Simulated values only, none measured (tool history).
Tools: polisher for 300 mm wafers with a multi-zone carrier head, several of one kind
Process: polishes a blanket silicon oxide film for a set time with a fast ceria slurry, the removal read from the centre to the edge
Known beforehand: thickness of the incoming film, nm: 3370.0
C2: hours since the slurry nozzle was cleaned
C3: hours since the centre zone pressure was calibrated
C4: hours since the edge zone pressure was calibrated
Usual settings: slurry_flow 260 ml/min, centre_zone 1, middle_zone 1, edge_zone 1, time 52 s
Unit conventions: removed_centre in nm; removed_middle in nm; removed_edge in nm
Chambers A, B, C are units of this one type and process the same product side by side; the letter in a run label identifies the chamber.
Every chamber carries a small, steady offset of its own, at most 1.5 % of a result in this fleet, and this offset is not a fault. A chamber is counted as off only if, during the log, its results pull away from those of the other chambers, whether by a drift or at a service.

{"run": "1A", "hour": 8.2, "slurry_flow": 260, "centre_zone": 1, "middle_zone": 1, "edge_zone": 1, "time": 52, "wafers polished on this pad": 290, "C2": 217.3, "C3": 211.2, "C4": 49.4, "removed_centre": 1230.3, "removed_middle": 1269.1, "removed_edge": 1257.4}
{"run": "2B", "hour": 17.4, "slurry_flow": 260, "centre_zone": 1, "middle_zone": 1, "edge_zone": 1, "time": 52, "wafers polished on this pad": 464, "C2": 229.9, "C3": 980.5, "C4": 381.6, "removed_centre": 1273.6, "removed_middle": 1277, "removed_edge": 1268.5}
{"run": "3C", "hour": 22.5, "slurry_flow": 260, "centre_zone": 1, "middle_zone": 1, "edge_zone": 1, "time": 52, "wafers polished on this pad": 269, "C2": 99.5, "C3": 27.7, "C4": 527.4, "removed_centre": 1250.9, "removed_middle": 1276.2, "removed_edge": 1256.2}
{"hour": 26.1, "done": "chamber B: edge zone pressure recalibrated"}
{"hour": 26.5, "done": "chamber B: worn pad replaced by a new one"}
{"run": "4A", "hour": 32.5, "slurry_flow": 260, "centre_zone": 1, "middle_zone": 1, "edge_zone": 1, "time": 52, "wafers polished on this pad": 453, "C2": 241.6, "C3": 235.5, "C4": 73.7, "removed_centre": 1254.9, "removed_middle": 1252.5, "removed_edge": 1272.2}
{"hour": 32.9, "done": "chamber B: slurry nozzle cleaned"}
{"run": "5C", "hour": 42.8, "slurry_flow": 260, "centre_zone": 1, "middle_zone": 1, "edge_zone": 1, "time": 52, "wafers polished on this pad": 405, "C2": 119.8, "C3": 48, "C4": 547.7, "removed_centre": 1269.6, "removed_middle": 1261.8, "removed_edge": 1264.9}
{"run": "6B", "hour": 50.1, "slurry_flow": 260, "centre_zone": 1, "middle_zone": 1, "edge_zone": 1, "time": 52, "wafers polished on this pad": 158, "C2": 17.3, "C3": 1013.2, "C4": 24, "removed_centre": 1250.9, "removed_middle": 1280.2, "removed_edge": 1279}
{"run": "7A", "hour": 57.5, "slurry_flow": 260, "centre_zone": 1, "middle_zone": 1, "edge_zone": 1, "time": 52, "wafers polished on this pad": 621, "C2": 266.6, "C3": 260.5, "C4": 98.7, "removed_centre": 1242.9, "removed_middle": 1270.3, "removed_edge": 1263.9}
{"run": "8B", "hour": 66.4, "slurry_flow": 260, "centre_zone": 1, "middle_zone": 1, "edge_zone": 1, "time": 52, "wafers polished on this pad": 267, "C2": 33.6, "C3": 1029.5, "C4": 40.3, "removed_centre": 1292, "removed_middle": 1277.3, "removed_edge": 1266.5}
{"run": "9C", "hour": 71.3, "slurry_flow": 260, "centre_zone": 1, "middle_zone": 1, "edge_zone": 1, "time": 52, "wafers polished on this pad": 596, "C2": 148.3, "C3": 76.5, "C4": 576.2, "removed_centre": 1285.7, "removed_middle": 1293.1, "removed_edge": 1283.9}
{"run": "10C", "hour": 79.7, "slurry_flow": 260, "centre_zone": 1, "middle_zone": 1, "edge_zone": 1, "time": 52, "wafers polished on this pad": 652, "C2": 156.7, "C3": 84.9, "C4": 584.6, "removed_centre": 1256.5, "removed_middle": 1252.6, "removed_edge": 1266.7}
{"run": "11A", "hour": 87.0, "slurry_flow": 260, "centre_zone": 1, "middle_zone": 1, "edge_zone": 1, "time": 52, "wafers polished on this pad": 818, "C2": 296.1, "C3": 290, "C4": 128.2, "removed_centre": 1240.1, "removed_middle": 1249.3, "removed_edge": 1269.7}
{"run": "12B", "hour": 93.1, "slurry_flow": 260, "centre_zone": 1, "middle_zone": 1, "edge_zone": 1, "time": 52, "wafers polished on this pad": 446, "C2": 60.3, "C3": 1056.2, "C4": 67, "removed_centre": 1284.4, "removed_middle": 1254, "removed_edge": 1285.4}
{"hour": 97.0, "done": "chamber B: worn pad replaced by a new one"}
{"run": "13A", "hour": 97.9, "slurry_flow": 260, "centre_zone": 1, "middle_zone": 1, "edge_zone": 1, "time": 52, "wafers polished on this pad": 891, "C2": 307, "C3": 300.9, "C4": 139.1, "removed_centre": 1258.5, "removed_middle": 1282.6, "removed_edge": 1265.5}
{"hour": 100.7, "done": "chamber B: centre zone pressure recalibrated"}
{"run": "14C", "hour": 107.8, "slurry_flow": 260, "centre_zone": 1, "middle_zone": 1, "edge_zone": 1, "time": 52, "wafers polished on this pad": 840, "C2": 184.8, "C3": 113, "C4": 612.7, "removed_centre": 1264.9, "removed_middle": 1253.4, "removed_edge": 1268.4}
{"run": "15B", "hour": 114.1, "slurry_flow": 315, "centre_zone": 1.07, "middle_zone": 1, "edge_zone": 1, "time": 52, "wafers polished on this pad": 114, "C2": 81.3, "C3": 13.5, "C4": 88, "removed_centre": 1421.9, "removed_middle": 1308.6, "removed_edge": 1288.1}
{"run": "16A", "hour": 120.3, "slurry_flow": 315, "centre_zone": 1.07, "middle_zone": 1, "edge_zone": 1, "time": 52, "wafers polished on this pad": 1041, "C2": 329.4, "C3": 323.3, "C4": 161.5, "removed_centre": 1385.2, "removed_middle": 1286.6, "removed_edge": 1274.7}
{"run": "17C", "hour": 126.4, "slurry_flow": 315, "centre_zone": 1.07, "middle_zone": 1, "edge_zone": 1, "time": 52, "wafers polished on this pad": 965, "C2": 203.4, "C3": 131.6, "C4": 631.3, "removed_centre": 1407.3, "removed_middle": 1288.1, "removed_edge": 1289.9}
{"run": "18B", "hour": 133.9, "slurry_flow": 260, "centre_zone": 1, "middle_zone": 1, "edge_zone": 1, "time": 52, "wafers polished on this pad": 247, "C2": 101.1, "C3": 33.3, "C4": 107.8, "removed_centre": 1261.2, "removed_middle": 1258.5, "removed_edge": 1269.3}
{"run": "19C", "hour": 143.3, "slurry_flow": 260, "centre_zone": 1, "middle_zone": 1, "edge_zone": 1, "time": 52, "wafers polished on this pad": 1078, "C2": 220.3, "C3": 148.5, "C4": 648.2, "removed_centre": 1259.3, "removed_middle": 1278.6, "removed_edge": 1259.5}
{"run": "20B", "hour": 149.3, "slurry_flow": 260, "centre_zone": 1, "middle_zone": 1, "edge_zone": 1, "time": 52, "wafers polished on this pad": 350, "C2": 116.5, "C3": 48.7, "C4": 123.2, "removed_centre": 1298.1, "removed_middle": 1299.1, "removed_edge": 1280.1}
{"run": "21A", "hour": 158.2, "slurry_flow": 260, "centre_zone": 1, "middle_zone": 1, "edge_zone": 1, "time": 52, "wafers polished on this pad": 1295, "C2": 367.3, "C3": 361.2, "C4": 199.4, "removed_centre": 1247.4, "removed_middle": 1247.1, "removed_edge": 1241.5}
{"run": "22B", "hour": 164.4, "slurry_flow": 260, "centre_zone": 1, "middle_zone": 1, "edge_zone": 1, "time": 52, "wafers polished on this pad": 451, "C2": 131.6, "C3": 63.8, "C4": 138.3, "removed_centre": 1271, "removed_middle": 1283.6, "removed_edge": 1265.2}
{"hour": 168.6, "done": "chamber C: worn pad replaced by a new one"}
{"run": "23A", "hour": 172.8, "slurry_flow": 260, "centre_zone": 1, "middle_zone": 1, "edge_zone": 1, "time": 52, "wafers polished on this pad": 1393, "C2": 381.9, "C3": 375.8, "C4": 214, "removed_centre": 1245.6, "removed_middle": 1242.4, "removed_edge": 1260}
{"run": "24C", "hour": 180.1, "slurry_flow": 260, "centre_zone": 1, "middle_zone": 1, "edge_zone": 1, "time": 52, "wafers polished on this pad": 77, "C2": 257.1, "C3": 185.3, "C4": 685, "removed_centre": 1248.6, "removed_middle": 1266.1, "removed_edge": 1263.1}
{"hour": 182.6, "done": "chamber B: worn pad replaced by a new one"}
{"run": "25C", "hour": 185.8, "slurry_flow": 260, "centre_zone": 0.92, "middle_zone": 1, "edge_zone": 1, "time": 52, "wafers polished on this pad": 115, "C2": 262.8, "C3": 191, "C4": 690.7, "removed_centre": 1156.3, "removed_middle": 1273.7, "removed_edge": 1269.5}
{"run": "26A", "hour": 194.4, "slurry_flow": 260, "centre_zone": 0.92, "middle_zone": 1, "edge_zone": 1, "time": 52, "wafers polished on this pad": 1538, "C2": 403.5, "C3": 397.4, "C4": 235.6, "removed_centre": 1135.6, "removed_middle": 1233.6, "removed_edge": 1221.1}
{"run": "27B", "hour": 202.7, "slurry_flow": 260, "centre_zone": 0.92, "middle_zone": 1, "edge_zone": 1, "time": 52, "wafers polished on this pad": 134, "C2": 169.9, "C3": 102.1, "C4": 176.6, "removed_centre": 1189.4, "removed_middle": 1283.8, "removed_edge": 1274.7}
{"run": "28C", "hour": 207.9, "slurry_flow": 260, "centre_zone": 1, "middle_zone": 1, "edge_zone": 1, "time": 52, "wafers polished on this pad": 263, "C2": 284.9, "C3": 213.1, "C4": 712.8, "removed_centre": 1267.5, "removed_middle": 1261.6, "removed_edge": 1246}
{"run": "29B", "hour": 216.0, "slurry_flow": 260, "centre_zone": 1, "middle_zone": 1, "edge_zone": 1, "time": 52, "wafers polished on this pad": 223, "C2": 183.2, "C3": 115.4, "C4": 189.9, "removed_centre": 1284.6, "removed_middle": 1261.8, "removed_edge": 1273.5}
{"run": "30A", "hour": 222.7, "slurry_flow": 260, "centre_zone": 1, "middle_zone": 1, "edge_zone": 1, "time": 52, "wafers polished on this pad": 1727, "C2": 431.8, "C3": 425.7, "C4": 263.9, "removed_centre": 1202.9, "removed_middle": 1223.5, "removed_edge": 1209.6}
{"run": "31A", "hour": 227.8, "slurry_flow": 260, "centre_zone": 1, "middle_zone": 1, "edge_zone": 1, "time": 52, "wafers polished on this pad": 1761, "C2": 436.9, "C3": 430.8, "C4": 269, "removed_centre": 1180.9, "removed_middle": 1210, "removed_edge": 1221.9}
{"run": "32C", "hour": 236.7, "slurry_flow": 260, "centre_zone": 1, "middle_zone": 1.04, "edge_zone": 1.04, "time": 52, "wafers polished on this pad": 456, "C2": 313.7, "C3": 241.9, "C4": 741.6, "removed_centre": 1262.3, "removed_middle": 1314.5, "removed_edge": 1293.3}
{"run": "33B", "hour": 245.9, "slurry_flow": 260, "centre_zone": 1, "middle_zone": 1.04, "edge_zone": 1.04, "time": 52, "wafers polished on this pad": 424, "C2": 213.1, "C3": 145.3, "C4": 219.8, "removed_centre": 1294.9, "removed_middle": 1323.6, "removed_edge": 1302.4}
{"run": "34C", "hour": 253.8, "slurry_flow": 260, "centre_zone": 1, "middle_zone": 1.04, "edge_zone": 1.04, "time": 52, "wafers polished on this pad": 571, "C2": 330.8, "C3": 259, "C4": 758.7, "removed_centre": 1269.7, "removed_middle": 1338.7, "removed_edge": 1287.6}
{"hour": 261.8, "done": "chamber B: worn pad replaced by a new one"}
{"run": "35A", "hour": 263.1, "slurry_flow": 260, "centre_zone": 0.95, "middle_zone": 1, "edge_zone": 1.1, "time": 52, "wafers polished on this pad": 1998, "C2": 472.2, "C3": 466.1, "C4": 304.3, "removed_centre": 1095.2, "removed_middle": 1209.9, "removed_edge": 1262.8}
{"run": "36B", "hour": 270.3, "slurry_flow": 260, "centre_zone": 0.95, "middle_zone": 1, "edge_zone": 1.1, "time": 52, "wafers polished on this pad": 56, "C2": 237.5, "C3": 169.7, "C4": 244.2, "removed_centre": 1209.2, "removed_middle": 1291.3, "removed_edge": 1335.7}
{"run": "37A", "hour": 280.1, "slurry_flow": 260, "centre_zone": 0.95, "middle_zone": 1, "edge_zone": 1.1, "time": 52, "wafers polished on this pad": 2112, "C2": 489.2, "C3": 483.1, "C4": 321.3, "removed_centre": 1128.3, "removed_middle": 1188.5, "removed_edge": 1250.1}
{"run": "38B", "hour": 286.2, "slurry_flow": 260, "centre_zone": 1, "middle_zone": 1, "edge_zone": 1, "time": 52, "wafers polished on this pad": 163, "C2": 253.4, "C3": 185.6, "C4": 260.1, "removed_centre": 1288.8, "removed_middle": 1261.7, "removed_edge": 1255.6}
{"hour": 295.7, "done": "chamber B: slurry nozzle cleaned"}
{"run": "39C", "hour": 296.1, "slurry_flow": 260, "centre_zone": 1, "middle_zone": 1, "edge_zone": 1, "time": 52, "wafers polished on this pad": 854, "C2": 373.1, "C3": 301.3, "C4": 801, "removed_centre": 1254.7, "removed_middle": 1283.6, "removed_edge": 1269.3}
{"run": "40B", "hour": 306.1, "slurry_flow": 260, "centre_zone": 1, "middle_zone": 1, "edge_zone": 1, "time": 52, "wafers polished on this pad": 296, "C2": 10.4, "C3": 205.5, "C4": 280, "removed_centre": 1290.9, "removed_middle": 1284.8, "removed_edge": 1275}
{"run": "41A", "hour": 311.7, "slurry_flow": 260, "centre_zone": 1, "middle_zone": 1, "edge_zone": 1, "time": 52, "wafers polished on this pad": 2323, "C2": 520.8, "C3": 514.7, "C4": 352.9, "removed_centre": 1171.6, "removed_middle": 1173, "removed_edge": 1192.4}
{"run": "42C", "hour": 318.1, "slurry_flow": 260, "centre_zone": 1, "middle_zone": 1, "edge_zone": 1, "time": 52, "wafers polished on this pad": 1001, "C2": 395.1, "C3": 323.3, "C4": 823, "removed_centre": 1262, "removed_middle": 1271.9, "removed_edge": 1253.8}

Is one chamber out of step, is the gauge drifting, or do the chambers differ by no more than their own small offsets? For an off chamber, give its letter and the likeliest cause.

Chamber A drifts away from the others.
What lies behind it: removal rate lost through wear of the pad, % = 7.52.
The log might look much the same if the cause were instead: slurry flow missing at the pad, %.

Below are 4 candidate recipes for chamber A's next run, each the usual settings with a change, their results shown as question marks. Which of them brings A's results back in line with what the other chambers give on the usual settings?
Maximum distance from the other chambers' mean on the usual settings for a result to count as in line: removed_centre 47 nm; removed_middle 43 nm; removed_edge 30 nm
{"run": "43A-1", "hour": 325.5, "slurry_flow": 265, "centre_zone": 1.01, "middle_zone": 1, "edge_zone": 1, "time": 56, "removed_centre": "?", "removed_middle": "?", "removed_edge": "?"}
{"run": "43A-2", "hour": 325.5, "slurry_flow": 255, "centre_zone": 0.99, "middle_zone": 1, "edge_zone": 1, "time": 48, "removed_centre": "?", "removed_middle": "?", "removed_edge": "?"}
{"run": "43A-3", "hour": 325.5, "slurry_flow": 260, "centre_zone": 1.01, "middle_zone": 1, "edge_zone": 1, "time": 54, "removed_centre": "?", "removed_middle": "?", "removed_edge": "?"}
{"run": "43A-4", "hour": 325.5, "slurry_flow": 260, "centre_zone": 0.99, "middle_zone": 1, "edge_zone": 1, "time": 50, "removed_centre": "?", "removed_middle": "?", "removed_edge": "?"}

Average result of the remaining chambers running the usual settings: removed_centre 1272.9 nm; removed_middle 1272.7 nm; removed_edge 1267.5 nm
run=43A-1 removed_centre=1261.2 removed_middle=1264 removed_edge=1253.3
run=43A-2 removed_centre=1052.3 removed_middle=1078.7 removed_edge=1070.7
run=43A-3 removed_centre=1213.2 removed_middle=1216.1 removed_edge=1206.6
run=43A-4 removed_centre=1098.9 removed_middle=1126.2 removed_edge=1117.2
The answer is 43A-1, which returns the chamber to within the allowed miss of the others.

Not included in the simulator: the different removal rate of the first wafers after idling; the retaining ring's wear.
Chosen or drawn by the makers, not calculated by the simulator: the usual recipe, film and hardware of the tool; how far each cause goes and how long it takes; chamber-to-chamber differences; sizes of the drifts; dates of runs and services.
